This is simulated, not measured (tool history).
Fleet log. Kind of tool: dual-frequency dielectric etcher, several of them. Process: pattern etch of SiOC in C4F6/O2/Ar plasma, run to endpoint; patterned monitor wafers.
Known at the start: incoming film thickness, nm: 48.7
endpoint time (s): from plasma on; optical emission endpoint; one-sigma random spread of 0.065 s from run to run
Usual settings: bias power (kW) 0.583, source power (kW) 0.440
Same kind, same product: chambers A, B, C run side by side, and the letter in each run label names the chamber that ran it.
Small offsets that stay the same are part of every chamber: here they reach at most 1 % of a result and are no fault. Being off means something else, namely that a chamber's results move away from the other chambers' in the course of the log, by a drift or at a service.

run,hour,bias power (kW),source power (kW),endpoint time (s)
1B,7.8,0.583,0.440,14.685
2A,13.6,0.583,0.440,15.063
3C,17.8,0.583,0.440,15.078
4B,25.3,0.583,0.440,14.940
5C,31.9,0.583,0.440,15.201
6A,36.8,0.583,0.440,15.049
# hour 41.9: chamber C: wet clean of the chamber
7B,42.7,0.583,0.440,14.916
8C,50.3,0.583,0.440,15.055
9A,58.9,0.583,0.440,14.979
10B,68.0,0.447,0.490,15.837
11A,72.8,0.447,0.490,15.882
12C,79.9,0.447,0.490,15.990
13B,87.9,0.583,0.440,14.890
14C,92.5,0.583,0.400,15.599
15A,98.8,0.583,0.400,15.727
16B,104.6,0.583,0.400,15.425
17C,111.3,0.583,0.440,15.016
18A,120.3,0.454,0.530,15.221
19B,128.8,0.454,0.530,15.406
20C,133.5,0.454,0.530,15.471
21A,140.0,0.583,0.440,15.023
22B,145.6,0.583,0.380,16.005
23C,150.3,0.583,0.380,15.830
24A,155.4,0.583,0.380,15.990
25B,163.1,0.583,0.440,15.274
26C,168.7,0.583,0.440,15.089
27A,177.5,0.726,0.440,13.814
28B,183.7,0.726,0.440,14.031
29A,190.3,0.726,0.440,13.829
30C,196.5,0.583,0.440,15.115
31A,200.6,0.583,0.440,15.053
32B,204.6,0.583,0.440,15.325
33C,213.5,0.583,0.440,15.016
34A,220.6,0.583,0.440,15.022

Is one chamber off against the others, does the gauge drift, or is nothing wrong? If a chamber is off, say which, and what the likeliest cause is.

Little by little, chamber B moves away from the other chambers.
What lies behind it: etch rate under this chamber's usual, % = 3.42.

Chamber B could run next with any of the 4 candidate recipes listed below; each alters the usual settings, and their results appear as question marks. Which one brings its results back in line with what the other chambers deliver on the usual settings?
Counts as in line when no further than this from what the other chambers average on the usual settings: endpoint time (s) 0.230
35B-1,227.1,0.543,0.410,?
35B-2,227.1,0.601,0.450,?
35B-3,227.1,0.583,0.500,?
35B-4,227.1,0.548,0.440,?

What the other chambers average on the usual settings: endpoint time (s) 15.042
run,endpoint time (s)
35B-1,16.221
35B-2,15.084
35B-3,14.675
35B-4,15.748
35B-2 puts the chamber back in line with the other chambers.

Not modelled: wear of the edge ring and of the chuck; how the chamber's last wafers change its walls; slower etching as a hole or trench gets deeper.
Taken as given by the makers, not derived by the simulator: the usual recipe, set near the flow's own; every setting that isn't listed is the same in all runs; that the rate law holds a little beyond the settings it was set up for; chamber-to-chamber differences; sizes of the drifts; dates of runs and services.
